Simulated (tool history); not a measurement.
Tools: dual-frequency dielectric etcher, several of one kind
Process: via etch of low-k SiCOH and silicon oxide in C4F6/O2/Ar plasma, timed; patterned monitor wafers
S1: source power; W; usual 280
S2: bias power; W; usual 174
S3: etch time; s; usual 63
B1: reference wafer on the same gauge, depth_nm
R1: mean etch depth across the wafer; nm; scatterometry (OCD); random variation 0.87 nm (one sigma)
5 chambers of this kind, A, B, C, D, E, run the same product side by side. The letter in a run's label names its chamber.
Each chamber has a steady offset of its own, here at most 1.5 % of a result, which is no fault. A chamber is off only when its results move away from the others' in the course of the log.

run   hour   S1   S2    S3      B1      R1
 1A   11.6  280  174    63  150.22  151.91
 2E   22.5  280  174    63  150.05  151.79
 3C   34.1  280  174    63  150.13  151.24
 4D     41  280  174    63  149.79   150.5
 5B   49.5  280  174    63  149.78   151.2
      52.5  -- chamber E: wet clean of the chamber
 6D     61  280  174    63  149.75  151.34
 7C     69  280  174    63  150.16  151.39
 8A   77.1  280  174    63  150.08  151.97
        85  -- chamber C: wet clean of the chamber
 9B   85.6  210  174  72.5  150.04   155.4
10E   93.8  210  174  72.5  150.21  156.22
11A   99.9  210  174  72.5  150.01  155.37
12B  107.7  210  174  72.5   150.2     154
13D  115.7  210  174  72.5  150.15  153.89
14E  122.2  280  174    63  150.08  150.73
15C  129.3  280  174    63  150.09  150.48
16C  140.8  280  174    63  150.17  150.47
17D  149.6  280  174    63  150.02  150.04
18A  155.9  280  174    63   150.2  150.97
19E  164.2  280  174    63  149.94  152.35
20B    176  280  174    63  149.94  151.41
21D  184.5  280  174    63  150.11  148.34
22A  190.6  280  174    63  150.06  151.08
23B  199.9  250  189    63  149.83  146.89
24C    212  250  189    63  149.93  148.25
25E  217.7  250  189    63  149.84  146.86
26A  225.8  250  189    63  149.82   149.9
27D  237.8  250  189    63  150.05   147.8
28B  244.7  280  174    63  149.98  151.04
29C  252.9  310  187    63  149.87   161.1
30E  264.5  310  187    63  149.94  160.46
31E  272.4  310  187    63  149.96   160.9
32A  280.4  310  187    63  149.98  161.51
33B  286.3  310  187    63  150.15  161.53
34C  297.3  280  174    63  150.17  151.67
     300.4  -- chamber A: wet clean of the chamber
     303.6  -- chamber B: wet clean of the chamber
35D  305.8  280  174    63  149.78  147.51
36D  312.2  280  174    63  150.15  146.42
37C  317.7  280  174    63  150.09  150.87
38B  325.1  280  174    63  150.24  151.79
39A    332  280  174    63  149.92  151.39
40E  344.1  280  174    63  150.08  149.72
41A  351.7  280  174    63  150.05  150.23
42B  359.6  280  174    63  150.09  152.52
43E  371.1  280  174    63  150.26  149.59
44D  379.3  280  174    63  149.93  144.05

Is one chamber off against the others, does the gauge drift, or is nothing wrong? If a chamber is off, say which, and what the likeliest cause is.

Chamber D drifts away from the others.
Cause: etch rate under this chamber's usual, % = 3.69.

Here are 4 candidates for chamber D's next run, each the usual settings with a change, their results left as question marks. Which one brings its results back in line with what the others give on the usual settings?
In line means no further than this from the other chambers' mean on the usual settings: R1 3 nm
45D-1  388.3  280  174  67.5       ?
45D-2  388.3  280  173    61       ?
45D-3  388.3  280  171    59       ?
45D-4  388.3  280  174    65       ?

The other chambers' mean on the usual settings: R1 151.28 nm
  run      R1
45D-1  155.41
45D-2  140.18
45D-3  135.08
45D-4  149.66
45D-4 brings the chamber back in line.
